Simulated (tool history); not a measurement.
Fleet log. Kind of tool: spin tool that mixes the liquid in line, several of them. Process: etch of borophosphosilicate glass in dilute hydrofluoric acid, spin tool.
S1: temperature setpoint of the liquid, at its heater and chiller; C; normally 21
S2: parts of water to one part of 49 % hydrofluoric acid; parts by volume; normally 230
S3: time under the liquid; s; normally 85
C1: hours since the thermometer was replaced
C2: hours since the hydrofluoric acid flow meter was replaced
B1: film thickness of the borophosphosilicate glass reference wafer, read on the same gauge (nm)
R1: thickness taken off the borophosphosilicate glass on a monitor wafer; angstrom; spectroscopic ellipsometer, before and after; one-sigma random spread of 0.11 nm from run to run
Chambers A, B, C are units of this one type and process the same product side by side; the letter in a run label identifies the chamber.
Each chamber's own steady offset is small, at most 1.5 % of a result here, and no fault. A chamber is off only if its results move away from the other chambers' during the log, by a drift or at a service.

run   hour    S1   S2   S3      C1      C2      B1      R1
 1A    2.8    21  230   85    1444   835.5  90.013  185.03
 2B    7.7    21  230   85   941.8   561.8   90.03  182.66
 3C   13.3    21  230   85   423.7  1880.3  90.016  189.65
 4B   18.8    21  230   85   952.9   572.9  90.034  184.47
 5A   23.3    21  230   85  1464.5     856  90.013  185.63
 6C   28.5    21  310  115   438.9  1895.5  90.026   173.9
 7B   32.8    21  310  115   966.9   586.9  90.016  174.03
 8C   36.5    21  310  115   446.9  1903.5  89.952  175.75
 9A   39.9    21  230   85  1481.1   872.6  89.973  184.26
10C   43.2    21  230   85   453.6  1910.2  89.985  188.42
11B   46.3  23.5  145   85   980.4   600.4  89.983  350.36
12A   50.9  23.5  145   85  1492.1   883.6  89.964  350.23
13A   56.4  23.5  145   85  1497.6   889.1  90.033  349.44
      58.5  -- chamber B: thermometer replaced
14C   60.7    21  230   85   471.1  1927.7   90.05     190
15B   64.8    21  230   85     6.3   618.9  89.978  182.66
16C   68.7    21  230   85   479.1  1935.7  89.978  189.92
17B   74.2    21  230   85    15.7   628.3  89.993  181.77
18A   77.5    21  170  110  1518.7   910.2  89.958   345.1
19A   82.4    21  170  110  1523.6   915.1  90.044  345.17
20B     88    21  170  110    29.5   642.1  89.956  337.77
21C   93.6    21  230   85     504  1960.6  89.989  189.43
22C   97.5    21  230   85   507.9  1964.5  89.958  189.73
23B  100.1    21  230   85    41.6   654.2  89.999   184.8
24A  103.6    21  230   85  1544.8   936.3  89.986  184.57
25B  108.6    21  230   85    50.1   662.7  90.013  183.26
26C  111.1    21  230   85   521.5  1978.1  90.056   190.6
27A    116    21  230   85  1557.2   948.7  90.047  185.88
     118.8  -- chamber B: hydrofluoric acid flow meter replaced
28C  119.2    21  230   85   529.6  1986.2  90.015  186.94
29B  124.2    21  230   85    65.7     5.5  90.048  184.32
30A  127.7    21  230   85  1568.9   960.4  90.071  183.65
31C  130.1    21  230   85   540.5  1997.1      90  190.17
32A  135.7    17  230  110  1576.9   968.4  89.951  204.64
33B  140.5    17  230  110      82    21.8  90.014  205.23
34C  145.5    17  230  110   555.9  2012.5  90.009  209.97

Predict what each chamber gives when all 3 of them run the settings below next.
35A  149.6  21  230  85               ?
35B  149.6  21  230  85               ?
35C  149.6  21  230  85               ?

run      R1
35A  185.12
35B  184.74
35C  189.88
